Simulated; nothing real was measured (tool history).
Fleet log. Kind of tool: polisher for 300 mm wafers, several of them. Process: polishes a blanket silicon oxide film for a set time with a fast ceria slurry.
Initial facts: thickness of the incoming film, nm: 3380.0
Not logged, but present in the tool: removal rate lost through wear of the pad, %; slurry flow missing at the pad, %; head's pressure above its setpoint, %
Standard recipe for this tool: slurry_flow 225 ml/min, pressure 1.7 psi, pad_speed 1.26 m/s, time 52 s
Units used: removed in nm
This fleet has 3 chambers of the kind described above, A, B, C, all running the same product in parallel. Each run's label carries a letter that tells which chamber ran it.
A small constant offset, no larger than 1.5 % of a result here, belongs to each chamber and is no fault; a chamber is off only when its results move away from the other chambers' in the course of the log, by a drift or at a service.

run   hour  slurry_flow  pressure  pad_speed  time  wafers polished on this pad  hours since the slurry nozzle was cleaned  hours since the head pressure was calibrated  removed
       4.3  -- chamber A: head pressure recalibrated
 1B   10.6          225       1.7       1.26    52                          479                                        271                                        1221.2   575.62
 2C   26.1          225       1.7       1.26    52                          446                                       50.7                                         397.3   600.77
 3A   35.7          225       1.7       1.26    52                         1182                                      169.3                                          31.5   586.77
 4C   47.9          225       1.7       1.26    52                          672                                       72.5                                         419.1   585.53
      56.8  -- chamber A: worn pad replaced by a new one
 5B   61.2          225       1.7       1.26    52                         1004                                      321.6                                        1271.8   576.51
      72.5  -- chamber C: worn pad replaced by a new one
 6A   73.3          225       1.7       1.26    52                          171                                      206.9                                          69.1   599.97
 7C   87.2          225       1.7       1.26    52                          153                                      111.8                                         458.4   571.19
 8B     95          225       1.7       1.26    52                         1354                                      355.4                                        1305.6   571.72
 9A    108          225       1.7       1.26    52                          531                                      241.6                                         103.8   580.71
10A  121.9          225       1.7       1.26    52                          675                                      255.5                                         117.7   604.89
11C  131.3          225       1.7       1.26    52                          610                                      155.9                                         502.5   586.81
12B  145.1          225       1.7       1.26    52                         1873                                      405.5                                        1355.7   569.29
13B  160.2          225       1.7       1.26    52                         2030                                      420.6                                        1370.8   568.05
     164.1  -- chamber C: worn pad replaced by a new one
14A  172.7          225       1.7       1.26    52                         1202                                      306.3                                         168.5   598.85
     179.7  -- chamber A: worn pad replaced by a new one
15C  184.2          225       1.7       1.26    52                          209                                      208.8                                         555.4   602.97
16C  194.5          225       1.7       1.26    52                          316                                      219.1                                         565.7   588.92
17A  210.2          225       1.7       1.26    52                          316                                      343.8                                           206   588.41
18B    223          225       1.7       1.26    52                         2681                                      483.4                                        1433.6   564.13
     227.5  -- chamber A: slurry nozzle cleaned
19A    238          225       1.7       1.26    52                          604                                       10.6                                         233.8    590.6
20C  252.4          225       1.7       1.26    52                          916                                        277                                         623.6   576.19
     255.2  -- chamber B: slurry nozzle cleaned
     256.1  -- chamber C: worn pad replaced by a new one
21B  261.1          225       2.3       1.26    52                         3076                                          6                                        1471.7   732.72
     261.7  -- chamber B: head pressure recalibrated
22B  269.6          225       2.3       1.26    52                         3164                                       14.5                                           7.9   739.89
23C  278.5          225       2.3       1.26    52                          232                                      303.1                                         649.7   808.95
24A  294.6          225       1.7       1.26    52                         1191                                       67.2                                         290.4   589.08
25B  310.8          225         2       1.26    66                         3591                                       55.7                                          49.1   787.28
26C  322.3          225         2       1.26    66                          686                                      346.9                                         693.5   872.05
     324.3  -- chamber A: worn pad replaced by a new one
27A  333.9          225         2       1.26    66                           99                                      106.5                                         329.7   899.08
28B  347.7          225       1.7       1.26    52                         3974                                       92.6                                            86   534.97
29A  358.9          225       1.7       1.26    52                          358                                      131.5                                         354.7    586.1

All 3 chambers run these settings next. Forecast each chamber's results:
30A  370.7          225       1.7       1.26    52                                                                                                                              ?
30B  370.7          225       1.7       1.26    52                                                                                                                              ?
30C  370.7          225       1.7       1.26    52                                                                                                                              ?

run  removed
30A   593.06
30B   520.36
30C   590.51
